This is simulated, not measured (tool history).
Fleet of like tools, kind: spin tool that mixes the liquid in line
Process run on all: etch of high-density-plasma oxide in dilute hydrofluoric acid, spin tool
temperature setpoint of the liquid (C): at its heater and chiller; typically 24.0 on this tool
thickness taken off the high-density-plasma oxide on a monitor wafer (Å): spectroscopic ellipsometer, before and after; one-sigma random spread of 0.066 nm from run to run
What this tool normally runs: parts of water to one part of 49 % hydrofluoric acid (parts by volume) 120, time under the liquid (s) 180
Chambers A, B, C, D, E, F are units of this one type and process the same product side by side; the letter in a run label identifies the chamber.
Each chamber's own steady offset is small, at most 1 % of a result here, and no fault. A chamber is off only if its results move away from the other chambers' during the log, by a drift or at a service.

run	hour	temperature setpoint of the liquid (C)	parts of water to one part of 49 % hydrofluoric acid (parts by volume)	time under the liquid (s)	read-back film thickness of the high-density-plasma oxide reference wafer, read on the same gauge (nm)	thickness taken off the high-density-plasma oxide on a monitor wafer (Å)
1F	6.5	24.0	120	180	79.992	89.218
2C	11.0	24.0	120	180	79.966	88.319
3D	18.2	24.0	120	180	79.986	89.538
4A	23.7	24.0	120	180	80.021	89.581
5E	27.4	24.0	120	180	80.000	89.596
6B	32.2	24.0	120	180	80.019	89.152
7E	35.6	24.0	120	180	79.992	88.676
8D	42.2	24.0	120	180	80.022	89.829
9C	47.4	24.0	120	180	79.999	87.501
10A	54.2	24.0	120	180	79.981	90.195
11B	59.4	24.0	120	180	80.021	89.117
12F	66.6	24.0	120	180	80.042	89.565
13D	73.5	20.0	120	130	80.004	56.085
14B	79.0	20.0	120	130	80.021	55.058
15A	82.9	20.0	120	130	80.026	54.567
16E	88.6	20.0	120	130	80.011	54.405
17C	95.3	20.0	120	130	79.978	53.721
18F	101.7	20.0	120	130	79.990	55.871
19A	107.3	24.0	120	180	79.945	89.355
20C	110.9	24.0	120	180	79.990	88.018
21B	116.9	24.0	120	125	80.026	60.878
22E	121.2	24.0	120	125	80.011	62.136
23D	128.4	24.0	120	125	80.021	63.367
24F	135.1	24.0	120	125	80.005	63.656
# hour 135.9: chamber A: thermometer replaced
25D	141.3	24.0	120	125	80.053	61.033
26C	145.4	24.0	120	125	79.995	61.552
27B	152.0	24.0	120	180	79.999	89.058
28F	155.4	24.0	120	180	79.980	93.141
29E	162.7	24.0	155	180	79.995	65.698
30A	167.5	24.0	155	180	79.983	66.649
31A	170.7	24.0	155	180	80.024	66.814
32F	177.1	24.0	155	180	80.018	70.407
33E	180.4	24.0	155	180	80.017	66.454
# hour 183.0: chamber B: thermometer replaced
34C	185.2	24.0	155	180	80.022	65.221
35D	188.5	24.0	120	180	79.986	90.012
36B	194.9	24.0	120	180	80.012	90.466
# hour 199.2: chamber C: thermometer replaced
37B	200.2	24.0	120	180	80.022	88.664
38F	204.8	24.0	120	180	79.971	94.369
39E	208.9	24.0	120	180	80.025	88.574
40D	215.1	24.0	120	180	79.981	90.173
41A	220.1	24.0	120	180	79.989	90.346
42C	223.7	24.0	120	180	79.971	87.485
43C	230.9	24.0	155	240	79.987	87.221

Which is it: a chamber that has drifted or been left off by a service, a gauge drift common to all chambers, or only each chamber's usual small offset? If a chamber is off, name it and its likeliest cause.

Little by little, chamber F moves away from the other chambers.
What lies behind it: hydrofluoric acid flow above the setpoint (%) = 6.35.
The log might look much the same if the cause were instead: liquid hotter than its thermometer reads (K).

Chamber F could run next with any of the 4 candidate recipes listed below; each alters the usual settings, and their results appear as question marks. Which one brings its results back in line with what the other chambers deliver on the usual settings?
Maximum distance from the other chambers' mean on the usual settings for a result to count as in line: thickness taken off the high-density-plasma oxide on a monitor wafer (Å) 2.300
44F-1	236.2	22.5	120	180		?
44F-2	236.2	24.0	120	190		?
44F-3	236.2	23.5	120	180		?
44F-4	236.2	24.5	120	180		?

What the other chambers average on the usual settings: thickness taken off the high-density-plasma oxide on a monitor wafer (Å) 89.202
run	thickness taken off the high-density-plasma oxide on a monitor wafer (Å)
44F-1	90.004
44F-2	100.730
44F-3	93.606
44F-4	97.279
The answer is 44F-1, which returns the chamber to within the allowed miss of the others.
